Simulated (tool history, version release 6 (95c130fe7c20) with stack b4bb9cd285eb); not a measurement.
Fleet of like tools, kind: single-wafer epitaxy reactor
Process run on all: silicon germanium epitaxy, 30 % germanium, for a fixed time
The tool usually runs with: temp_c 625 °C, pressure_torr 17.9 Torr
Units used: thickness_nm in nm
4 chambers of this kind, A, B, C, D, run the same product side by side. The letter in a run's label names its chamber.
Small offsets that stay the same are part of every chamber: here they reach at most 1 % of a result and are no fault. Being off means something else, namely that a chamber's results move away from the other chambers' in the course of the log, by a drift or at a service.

run,hour,temp_c,pressure_torr,hours since the last pyrometer calibration,hours since the last manometer calibration,"read-back reference wafer on the same gauge, thickness_nm",thickness_nm
1D,12.2,625,17.9,269.2,427.9,99.574,88.572
2C,20.1,625,17.9,505.8,1812.5,99.560,88.511
3B,28.7,625,17.9,866.8,1506.6,99.529,87.286
4A,37.2,625,17.9,1352.4,1096.5,99.547,86.916
5A,48.6,625,14.5,1363.8,1107.9,99.554,80.110
6D,55.1,625,14.5,312.1,470.8,99.493,81.184
7C,61.7,625,14.5,547.4,1854.1,99.491,81.298
8B,69.0,625,14.5,907.1,1546.9,99.498,80.370
9D,75.7,625,17.9,332.7,491.4,99.443,88.490
10C,82.5,625,17.9,568.2,1874.9,99.451,88.500
11B,94.4,625,17.9,932.5,1572.3,99.454,87.531
12A,100.1,625,17.9,1415.3,1159.4,99.400,86.974
13C,111.9,625,17.9,597.6,1904.3,99.421,88.333
14B,123.6,625,17.9,961.7,1601.5,99.364,87.381
15A,129.8,625,17.9,1445.0,1189.1,99.433,87.051
16D,139.3,625,17.9,396.3,555.0,99.357,88.347
17C,150.0,625,17.9,635.7,1942.4,99.410,88.449
18A,162.0,625,17.9,1477.2,1221.3,99.320,87.052
19B,169.9,625,17.9,1008.0,1647.8,99.320,87.646
20D,175.3,625,17.9,432.3,591.0,99.295,88.087
21D,184.9,625,17.9,441.9,600.6,99.290,87.970
22C,194.7,625,15.0,680.4,1987.1,99.277,81.986
# hour 195.3: chamber B: pyrometer calibrated
23A,205.3,625,15.0,1520.5,1264.6,99.225,80.944
24B,213.8,625,15.0,18.6,1691.7,99.252,81.159
25A,224.1,625,15.0,1539.3,1283.4,99.207,81.082
26D,231.9,625,17.9,488.9,647.6,99.238,87.844
# hour 241.0: chamber B: capacitance manometer re-zeroed and calibrated
27B,241.0,625,17.9,45.8,0.1,99.184,87.087
28C,251.4,625,17.9,737.1,2043.8,99.171,87.933
29A,261.4,625,17.9,1576.6,1320.7,99.167,86.839
30C,267.9,625,17.9,753.6,2060.3,99.083,88.368
31B,274.6,625,17.9,79.4,33.7,99.148,87.424
32D,282.1,625,17.9,539.1,697.8,99.137,87.852
33A,294.3,625,17.9,1609.5,1353.6,99.045,86.762
34B,306.1,625,17.9,110.9,65.2,99.041,87.270
35C,315.4,625,17.9,801.1,2107.8,99.099,88.105
36D,324.1,625,17.9,581.1,739.8,99.046,87.704
37D,335.9,625,17.9,592.9,751.6,99.024,87.624
38B,346.2,613,22.2,151.0,105.3,99.023,77.448
39C,351.9,613,22.2,837.6,2144.3,98.990,77.688
40A,360.9,613,22.2,1676.1,1420.2,99.007,76.859
41D,370.9,613,22.2,627.9,786.6,98.954,77.719
42A,376.4,625,17.9,1691.6,1435.7,99.009,86.759
# hour 378.2: chamber C: capacitance manometer re-zeroed and calibrated
43C,382.2,625,17.9,867.9,4.0,98.934,88.217
44B,392.3,625,21.7,197.1,151.4,98.917,94.031

Predict what each chamber gives when all 4 of them run the settings below next.
45A,401.3,625,14.2,,,,?
45B,401.3,625,14.2,,,,?
45C,401.3,625,14.2,,,,?
45D,401.3,625,14.2,,,,?

run,thickness_nm
45A,78.701
45B,79.125
45C,79.982
45D,80.000

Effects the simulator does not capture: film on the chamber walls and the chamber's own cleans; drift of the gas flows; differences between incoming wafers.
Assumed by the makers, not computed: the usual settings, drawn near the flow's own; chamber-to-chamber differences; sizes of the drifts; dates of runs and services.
